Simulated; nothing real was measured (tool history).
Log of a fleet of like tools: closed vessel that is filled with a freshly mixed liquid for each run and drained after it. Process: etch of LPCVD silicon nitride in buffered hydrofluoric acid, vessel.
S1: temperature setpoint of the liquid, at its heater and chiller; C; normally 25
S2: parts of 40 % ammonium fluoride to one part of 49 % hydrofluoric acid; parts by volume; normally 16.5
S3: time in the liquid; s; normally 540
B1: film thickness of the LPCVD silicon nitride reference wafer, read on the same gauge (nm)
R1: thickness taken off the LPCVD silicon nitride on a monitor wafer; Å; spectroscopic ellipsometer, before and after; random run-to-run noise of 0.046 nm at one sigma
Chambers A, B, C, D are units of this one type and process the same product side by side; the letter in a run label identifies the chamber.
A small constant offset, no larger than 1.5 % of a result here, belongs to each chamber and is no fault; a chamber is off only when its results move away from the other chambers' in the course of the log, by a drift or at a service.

run,hour,S1,S2,S3,B1,R1
1B,5.9,25,16.5,540,150,56.355
2D,10,25,16.5,540,149.98,55.582
3A,14.8,25,16.5,540,149.97,56.008
4C,20.9,25,16.5,540,149.96,56.065
5A,25.4,25,16.5,540,149.98,55.096
6B,33.1,25,16.5,540,149.99,56.445
7C,38.6,25,16.5,540,150,56.914
8D,45.2,25,16.5,540,150.01,55.48
9B,51.1,25,16.5,540,150.02,57.192
10A,56.6,25,16.5,540,149.99,55.539
# hour 59.3: chamber C: hydrofluoric acid flow meter replaced
11C,64.2,25,16.5,540,150,56.358
12D,70.8,25,16.5,540,149.99,55.825
13A,77.7,25,16.5,540,150,55.902
14B,84.3,25,16.5,540,149.99,56.503
15C,90.3,25,13.5,540,150.01,67.434
16D,98.5,25,13.5,540,150.01,68.771
17A,106.8,25,13.5,540,150.02,68.994
18C,115.5,25,13.5,540,150,68.118
19D,122.2,25,16.5,540,149.99,56.664
20B,128.9,25,16.5,540,150.01,56.78
21C,137.5,25,16.5,540,150.04,56.38
22B,141.5,25,16.5,540,150.02,56.042
23D,148.5,25,22,370,149.96,29.835
24A,153.1,25,22,370,150.01,29.383
25D,160.7,25,22,370,150,30.345
26C,167,25,22,370,150.01,29.727
27B,172.1,25,16.5,540,150,56.737
28A,179,25,16.5,540,150.01,55.505
29D,184.8,25,16.5,540,149.98,56.925
30C,192.9,25,16.5,540,149.97,55.806
31A,197.8,25,16.5,540,149.97,56.316
32B,204.8,21,16.5,670,149.96,56.596
33A,209,21,16.5,670,150.01,56.016
34C,215.5,21,16.5,670,150.01,55.793
35B,222.4,21,16.5,670,149.99,56.693
36D,228.1,25,16.5,540,150,57.468
# hour 229.5: chamber C: thermometer replaced
37C,234.4,25,16.5,540,150,56.569
38D,240.4,25,16.5,540,149.99,57.441
39B,248.7,25,16.5,540,150.02,56.056
40A,256.7,25,16.5,540,149.99,55.288
41D,265.3,25,16.5,540,150.01,58.225
42A,273.7,25,16.5,540,149.99,56.232

All chambers now run identical settings, listed one chamber a line with results as question marks. What results will each chamber show?
43A,279.9,25,16.5,540,,?
43B,279.9,25,16.5,540,,?
43C,279.9,25,16.5,540,,?
43D,279.9,25,16.5,540,,?

run,R1
43A,54.714
43B,56.917
43C,55.916
43D,58.635
